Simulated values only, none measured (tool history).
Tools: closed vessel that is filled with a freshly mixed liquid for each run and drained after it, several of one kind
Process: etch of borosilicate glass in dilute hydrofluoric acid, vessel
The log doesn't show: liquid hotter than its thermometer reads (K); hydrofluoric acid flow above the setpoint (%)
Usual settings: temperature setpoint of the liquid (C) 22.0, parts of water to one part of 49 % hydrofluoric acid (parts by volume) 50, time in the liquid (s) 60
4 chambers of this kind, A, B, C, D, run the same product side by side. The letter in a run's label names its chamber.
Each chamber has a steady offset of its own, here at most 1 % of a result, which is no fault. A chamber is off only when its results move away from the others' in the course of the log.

run,day,temperature setpoint of the liquid (C),parts of water to one part of 49 % hydrofluoric acid (parts by volume),time in the liquid (s),hours since the thermometer was replaced,hours since the hydrofluoric acid flow meter was replaced,"read-back film thickness of the borosilicate glass reference wafer, read on the same gauge (nm)",thickness taken off the borosilicate glass on a monitor wafer (nm)
1D,0.304,22.0,50,60,1332.8,444.4,89.957,37.202
# day 0.438: chamber B: hydrofluoric acid flow meter replaced
2B,0.517,22.0,50,60,614.4,1.9,90.012,36.475
3A,0.967,22.0,50,60,974.0,420.6,89.999,36.239
4C,1.192,22.0,50,60,415.6,468.8,90.007,36.913
5C,1.567,22.0,50,60,424.6,477.8,89.975,36.647
6D,1.850,22.0,50,60,1369.9,481.5,89.971,36.685
7A,2.238,22.0,50,60,1004.5,451.1,89.982,36.501
8B,2.671,22.0,65,60,666.1,53.6,89.993,27.708
9B,3.008,22.0,65,60,674.2,61.7,90.021,28.100
10C,3.254,22.0,65,60,465.1,518.3,90.024,28.065
# day 3.342: chamber A: thermometer replaced
11D,3.542,22.0,65,60,1410.5,522.1,89.981,28.124
12A,3.929,22.0,50,60,14.1,491.7,89.999,36.699
13C,4.388,22.0,50,60,492.3,545.5,89.990,36.391
14A,4.638,22.0,50,60,31.1,508.7,90.042,36.363
15B,5.017,22.0,50,60,722.4,109.9,90.009,37.883
16D,5.321,22.0,25,60,1453.2,564.8,89.972,77.654
17C,5.675,22.0,25,60,523.2,576.4,90.013,73.865
18D,5.938,22.0,25,60,1468.0,579.6,89.970,77.548
19A,6.146,22.0,25,60,67.3,544.9,90.035,75.345
20B,6.500,22.0,50,60,758.0,145.5,89.996,39.225
21A,6.946,19.0,50,40,86.5,564.1,89.980,21.373
22C,7.271,19.0,50,40,561.5,614.7,89.968,21.103
23B,7.654,19.0,50,40,785.7,173.2,90.032,23.230
24D,8.096,19.0,50,40,1519.8,631.4,90.021,21.700
25B,8.329,22.0,50,60,801.9,189.4,89.964,39.566
26C,8.625,22.0,50,60,594.0,647.2,89.960,36.804
27A,8.908,22.0,50,60,133.6,611.2,89.936,36.958
28D,9.150,22.0,50,60,1545.1,656.7,90.010,36.585
29A,9.433,22.0,50,60,146.2,623.8,89.971,36.197
30D,9.821,22.0,50,70,1561.2,672.8,89.996,42.860

All 4 chambers run these settings next. Forecast each chamber's results:
31A,10.158,26.5,50,60,,,,?
31B,10.158,26.5,50,60,,,,?
31C,10.158,26.5,50,60,,,,?
31D,10.158,26.5,50,60,,,,?

run,thickness taken off the borosilicate glass on a monitor wafer (nm)
31A,43.585
31B,48.657
31C,43.487
31D,44.956

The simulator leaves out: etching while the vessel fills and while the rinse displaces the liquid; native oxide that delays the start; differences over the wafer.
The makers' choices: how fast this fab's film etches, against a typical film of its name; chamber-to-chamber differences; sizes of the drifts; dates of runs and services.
